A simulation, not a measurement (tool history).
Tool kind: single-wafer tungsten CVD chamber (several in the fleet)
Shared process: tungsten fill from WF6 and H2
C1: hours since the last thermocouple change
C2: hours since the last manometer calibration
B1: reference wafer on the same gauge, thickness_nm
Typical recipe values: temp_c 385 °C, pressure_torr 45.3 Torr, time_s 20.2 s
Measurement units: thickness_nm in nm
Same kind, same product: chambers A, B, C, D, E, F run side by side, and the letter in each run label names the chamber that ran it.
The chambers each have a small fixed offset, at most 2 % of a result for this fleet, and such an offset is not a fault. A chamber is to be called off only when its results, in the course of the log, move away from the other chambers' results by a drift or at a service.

{"run": "1C", "day": 0.55, "temp_c": 385, "pressure_torr": 45.3, "time_s": 20.2, "C1": 700.4, "C2": 1637.2, "B1": 48.523, "thickness_nm": 53.071}
{"run": "2E", "day": 0.992, "temp_c": 385, "pressure_torr": 45.3, "time_s": 20.2, "C1": 292.9, "C2": 1153.8, "B1": 48.53, "thickness_nm": 52.652}
{"run": "3F", "day": 1.404, "temp_c": 385, "pressure_torr": 45.3, "time_s": 20.2, "C1": 1308.1, "C2": 279.5, "B1": 48.538, "thickness_nm": 53.587}
{"run": "4A", "day": 1.825, "temp_c": 385, "pressure_torr": 45.3, "time_s": 20.2, "C1": 881.2, "C2": 985.0, "B1": 48.554, "thickness_nm": 53.449}
{"run": "5B", "day": 2.338, "temp_c": 385, "pressure_torr": 45.3, "time_s": 20.2, "C1": 562.4, "C2": 1422.4, "B1": 48.537, "thickness_nm": 53.536}
{"day": 2.671, "done": "chamber B: capacitance manometer re-zeroed and calibrated"}
{"run": "6D", "day": 2.729, "temp_c": 385, "pressure_torr": 45.3, "time_s": 20.2, "C1": 1376.2, "C2": 1332.8, "B1": 48.554, "thickness_nm": 53.056}
{"run": "7C", "day": 3.075, "temp_c": 385, "pressure_torr": 45.3, "time_s": 20.2, "C1": 761.0, "C2": 1697.8, "B1": 48.561, "thickness_nm": 53.061}
{"run": "8E", "day": 3.392, "temp_c": 385, "pressure_torr": 45.3, "time_s": 20.2, "C1": 350.5, "C2": 1211.4, "B1": 48.589, "thickness_nm": 52.674}
{"run": "9A", "day": 3.746, "temp_c": 385, "pressure_torr": 45.3, "time_s": 20.2, "C1": 927.3, "C2": 1031.1, "B1": 48.579, "thickness_nm": 53.572}
{"run": "10B", "day": 4.242, "temp_c": 385, "pressure_torr": 49.6, "time_s": 23.8, "C1": 608.1, "C2": 37.7, "B1": 48.586, "thickness_nm": 65.676}
{"run": "11F", "day": 4.667, "temp_c": 385, "pressure_torr": 49.6, "time_s": 23.8, "C1": 1386.4, "C2": 357.8, "B1": 48.598, "thickness_nm": 65.67}
{"run": "12D", "day": 4.975, "temp_c": 385, "pressure_torr": 49.6, "time_s": 23.8, "C1": 1430.1, "C2": 1386.7, "B1": 48.579, "thickness_nm": 65.326}
{"run": "13A", "day": 5.338, "temp_c": 385, "pressure_torr": 49.6, "time_s": 23.8, "C1": 965.5, "C2": 1069.3, "B1": 48.607, "thickness_nm": 65.988}
{"run": "14E", "day": 5.829, "temp_c": 385, "pressure_torr": 49.6, "time_s": 23.8, "C1": 409.0, "C2": 1269.9, "B1": 48.6, "thickness_nm": 64.736}
{"run": "15F", "day": 6.254, "temp_c": 385, "pressure_torr": 49.6, "time_s": 23.8, "C1": 1424.5, "C2": 395.9, "B1": 48.617, "thickness_nm": 65.582}
{"run": "16D", "day": 6.838, "temp_c": 385, "pressure_torr": 45.3, "time_s": 20.2, "C1": 1474.8, "C2": 1431.4, "B1": 48.639, "thickness_nm": 53.289}
{"run": "17B", "day": 7.108, "temp_c": 385, "pressure_torr": 45.3, "time_s": 20.2, "C1": 676.9, "C2": 106.5, "B1": 48.639, "thickness_nm": 53.615}
{"day": 7.304, "done": "chamber A: thermocouple changed; heater temperature recalibrated"}
{"run": "18C", "day": 7.517, "temp_c": 385, "pressure_torr": 45.3, "time_s": 20.2, "C1": 867.6, "C2": 1804.4, "B1": 48.658, "thickness_nm": 53.224}
{"run": "19D", "day": 7.933, "temp_c": 385, "pressure_torr": 45.3, "time_s": 20.2, "C1": 1501.1, "C2": 1457.7, "B1": 48.66, "thickness_nm": 53.195}
{"run": "20E", "day": 8.362, "temp_c": 391, "pressure_torr": 45.3, "time_s": 17.3, "C1": 469.8, "C2": 1330.7, "B1": 48.66, "thickness_nm": 50.48}
{"run": "21A", "day": 8.971, "temp_c": 391, "pressure_torr": 45.3, "time_s": 17.3, "C1": 40.0, "C2": 1156.5, "B1": 48.65, "thickness_nm": 51.749}
{"day": 9.104, "done": "chamber F: thermocouple changed; heater temperature recalibrated"}
{"run": "22C", "day": 9.367, "temp_c": 391, "pressure_torr": 45.3, "time_s": 17.3, "C1": 912.0, "C2": 1848.8, "B1": 48.686, "thickness_nm": 51.229}
{"run": "23F", "day": 9.854, "temp_c": 391, "pressure_torr": 45.3, "time_s": 17.3, "C1": 18.0, "C2": 482.3, "B1": 48.693, "thickness_nm": 51.615}
{"run": "24B", "day": 10.146, "temp_c": 391, "pressure_torr": 45.3, "time_s": 17.3, "C1": 749.8, "C2": 179.4, "B1": 48.697, "thickness_nm": 51.599}
{"run": "25F", "day": 10.65, "temp_c": 391, "pressure_torr": 45.3, "time_s": 17.3, "C1": 37.1, "C2": 501.4, "B1": 48.691, "thickness_nm": 51.716}
{"day": 10.738, "done": "chamber C: capacitance manometer re-zeroed and calibrated"}
{"day": 10.862, "done": "chamber C: thermocouple changed; heater temperature recalibrated"}
{"run": "26C", "day": 11.104, "temp_c": 385, "pressure_torr": 45.3, "time_s": 20.2, "C1": 5.9, "C2": 8.9, "B1": 48.731, "thickness_nm": 53.397}
{"run": "27A", "day": 11.625, "temp_c": 385, "pressure_torr": 45.3, "time_s": 20.2, "C1": 103.7, "C2": 1220.2, "B1": 48.711, "thickness_nm": 53.516}
{"run": "28D", "day": 11.917, "temp_c": 385, "pressure_torr": 45.3, "time_s": 20.2, "C1": 1596.7, "C2": 1553.3, "B1": 48.709, "thickness_nm": 53.277}
{"run": "29B", "day": 12.533, "temp_c": 395, "pressure_torr": 37.2, "time_s": 20.2, "C1": 807.1, "C2": 236.7, "B1": 48.76, "thickness_nm": 59.413}
{"run": "30E", "day": 12.867, "temp_c": 395, "pressure_torr": 37.2, "time_s": 20.2, "C1": 577.9, "C2": 1438.8, "B1": 48.75, "thickness_nm": 58.566}
{"run": "31D", "day": 13.246, "temp_c": 395, "pressure_torr": 37.2, "time_s": 20.2, "C1": 1628.6, "C2": 1585.2, "B1": 48.743, "thickness_nm": 59.277}
{"run": "32B", "day": 13.804, "temp_c": 395, "pressure_torr": 37.2, "time_s": 20.2, "C1": 837.6, "C2": 267.2, "B1": 48.736, "thickness_nm": 59.581}
{"run": "33C", "day": 14.275, "temp_c": 395, "pressure_torr": 37.2, "time_s": 20.2, "C1": 82.0, "C2": 85.0, "B1": 48.763, "thickness_nm": 58.888}
{"run": "34A", "day": 14.858, "temp_c": 395, "pressure_torr": 37.2, "time_s": 20.2, "C1": 181.3, "C2": 1297.8, "B1": 48.782, "thickness_nm": 59.551}
{"run": "35F", "day": 15.458, "temp_c": 385, "pressure_torr": 45.3, "time_s": 20.2, "C1": 152.5, "C2": 616.8, "B1": 48.796, "thickness_nm": 53.818}
{"run": "36E", "day": 16.058, "temp_c": 385, "pressure_torr": 45.3, "time_s": 20.2, "C1": 654.5, "C2": 1515.4, "B1": 48.791, "thickness_nm": 52.648}
{"run": "37F", "day": 16.325, "temp_c": 385, "pressure_torr": 45.3, "time_s": 20.2, "C1": 173.3, "C2": 637.6, "B1": 48.807, "thickness_nm": 53.676}
{"run": "38E", "day": 16.65, "temp_c": 385, "pressure_torr": 45.3, "time_s": 20.2, "C1": 668.7, "C2": 1529.6, "B1": 48.817, "thickness_nm": 52.92}
{"run": "39C", "day": 16.971, "temp_c": 385, "pressure_torr": 45.3, "time_s": 20.2, "C1": 146.7, "C2": 149.7, "B1": 48.809, "thickness_nm": 53.334}
{"run": "40B", "day": 17.338, "temp_c": 385, "pressure_torr": 45.3, "time_s": 20.2, "C1": 922.4, "C2": 352.0, "B1": 48.85, "thickness_nm": 53.623}
{"run": "41D", "day": 17.721, "temp_c": 385, "pressure_torr": 45.3, "time_s": 20.2, "C1": 1736.0, "C2": 1692.6, "B1": 48.834, "thickness_nm": 53.351}

All chambers now run identical settings, listed one chamber a line with results as question marks. What results will each chamber show?
{"run": "42A", "day": 18.171, "temp_c": 385, "pressure_torr": 45.3, "time_s": 20.2, "thickness_nm": "?"}
{"run": "42B", "day": 18.171, "temp_c": 385, "pressure_torr": 45.3, "time_s": 20.2, "thickness_nm": "?"}
{"run": "42C", "day": 18.171, "temp_c": 385, "pressure_torr": 45.3, "time_s": 20.2, "thickness_nm": "?"}
{"run": "42D", "day": 18.171, "temp_c": 385, "pressure_torr": 45.3, "time_s": 20.2, "thickness_nm": "?"}
{"run": "42E", "day": 18.171, "temp_c": 385, "pressure_torr": 45.3, "time_s": 20.2, "thickness_nm": "?"}
{"run": "42F", "day": 18.171, "temp_c": 385, "pressure_torr": 45.3, "time_s": 20.2, "thickness_nm": "?"}

run=42A thickness_nm=53.775
run=42B thickness_nm=53.695
run=42C thickness_nm=53.295
run=42D thickness_nm=53.680
run=42E thickness_nm=52.973
run=42F thickness_nm=53.758
